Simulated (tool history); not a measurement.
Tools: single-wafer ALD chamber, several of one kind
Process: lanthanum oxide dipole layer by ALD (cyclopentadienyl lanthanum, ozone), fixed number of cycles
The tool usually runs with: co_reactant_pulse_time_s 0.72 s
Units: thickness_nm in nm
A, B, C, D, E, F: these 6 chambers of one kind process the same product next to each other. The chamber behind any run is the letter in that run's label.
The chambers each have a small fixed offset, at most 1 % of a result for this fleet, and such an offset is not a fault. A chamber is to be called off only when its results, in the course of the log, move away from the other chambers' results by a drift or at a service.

run	hour	co_reactant_pulse_time_s	read-back reference wafer on the same gauge, thickness_nm	thickness_nm
1B	9.6	0.72	0.40304	0.44031
2F	18.7	0.72	0.40302	0.43663
3D	30	0.72	0.40275	0.44225
4A	38.8	0.72	0.40295	0.44028
# hour 44.4: chamber B: thermocouple changed; heater temperature recalibrated
5E	45	0.72	0.40282	0.44301
# hour 53.4: chamber B: ozone generator serviced
6C	53.8	0.56	0.40293	0.38618
# hour 62.1: chamber D: ozone generator serviced
7A	65.1	0.56	0.40273	0.38653
8E	79.1	0.56	0.40273	0.38577
9D	85.8	0.56	0.40263	0.39177
# hour 96.8: chamber E: thermocouple changed; heater temperature recalibrated
10F	98.3	0.56	0.40326	0.38716
11C	110.5	0.56	0.40257	0.38758
12B	122	0.72	0.40279	0.43772
# hour 124.5: chamber E: ozone generator serviced
13A	135	0.96	0.40251	0.49401
14F	143.2	0.96	0.40308	0.48891
15E	156.4	0.96	0.40272	0.49418
16D	165.2	0.96	0.40305	0.49967
17B	175.4	0.96	0.40263	0.49418
# hour 180: chamber D: thermocouple changed; heater temperature recalibrated
18C	189.6	0.96	0.40304	0.49393
19A	199.6	0.72	0.40294	0.44093
20C	213	0.72	0.40252	0.43945
21D	224.6	1	0.40284	0.50163
22E	236.7	1	0.40271	0.50126
23F	250.8	1	0.40332	0.49528
24B	262.6	1	0.40313	0.49832
25C	275.5	1	0.40334	0.49486
26D	285.4	1	0.40269	0.50178
27F	293.5	0.72	0.40247	0.4363
28A	306.9	0.95	0.40329	0.48975
29E	318	0.95	0.40265	0.49749
30B	325.5	0.95	0.40311	0.49393
31E	339.5	0.95	0.40296	0.4955
32C	350.2	0.95	0.40279	0.49037
33D	358.5	0.95	0.40329	0.49675
34A	368.3	0.72	0.40337	0.43967
35B	375.2	0.54	0.40309	0.38179
36F	386	0.54	0.40274	0.37944
37B	395.6	0.54	0.4029	0.3798
38C	407	0.54	0.40272	0.37815
39F	414.6	0.54	0.40367	0.37666
40E	428.6	0.54	0.40288	0.38111

Does one chamber stand apart from the rest, does the shared gauge drift, or is all well apart from small per-chamber offsets? Give the chamber and the most likely cause, where there is one.

All chambers stay in line apart from their small fixed offsets, and the gauge does not drift.
